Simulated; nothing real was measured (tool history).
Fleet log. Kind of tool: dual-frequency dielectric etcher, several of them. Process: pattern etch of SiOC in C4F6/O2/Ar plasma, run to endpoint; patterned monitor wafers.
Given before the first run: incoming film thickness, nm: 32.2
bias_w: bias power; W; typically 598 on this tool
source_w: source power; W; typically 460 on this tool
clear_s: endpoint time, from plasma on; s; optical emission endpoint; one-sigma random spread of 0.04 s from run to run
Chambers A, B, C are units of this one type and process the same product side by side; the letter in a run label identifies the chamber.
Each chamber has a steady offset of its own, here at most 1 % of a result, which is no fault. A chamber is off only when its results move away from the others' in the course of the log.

run	hour	bias_w	source_w	clear_s
1B	3.2	598	460	9.6962
2C	6.6	598	460	9.6735
3A	9.6	598	460	9.6268
4A	13.7	598	460	9.6038
5C	20.1	598	460	9.6749
6B	23.7	598	460	9.6700
7C	28.2	598	460	9.6151
8A	31.2	598	460	9.6315
9B	35.3	598	460	9.7027
10B	39.3	598	460	9.6840
11C	44.9	598	460	9.6674
12A	48.8	598	460	9.6073
13B	52.6	598	460	9.6355
14C	58.6	598	460	9.6792
15A	62.6	598	460	9.4911
16B	65.7	598	460	9.6479
17A	69.7	598	460	9.4547
18C	75.3	598	460	9.6779
19C	80.2	598	460	9.7187
20A	84.4	598	460	9.3654
21B	90.3	598	460	9.7096
22C	95.9	598	460	9.7030
23A	99.5	598	460	9.3310
24B	103.1	598	460	9.6816
25B	109.3	598	460	9.6522
26C	114.2	598	460	9.6180
27A	118.1	598	460	9.2244

Next, all 3 chambers run the settings below, one line each with question marks for the results. What does each chamber give?
28A	122.7	598	460	?
28B	122.7	598	460	?
28C	122.7	598	460	?

run	clear_s
28A	9.2223
28B	9.6909
28C	9.6875
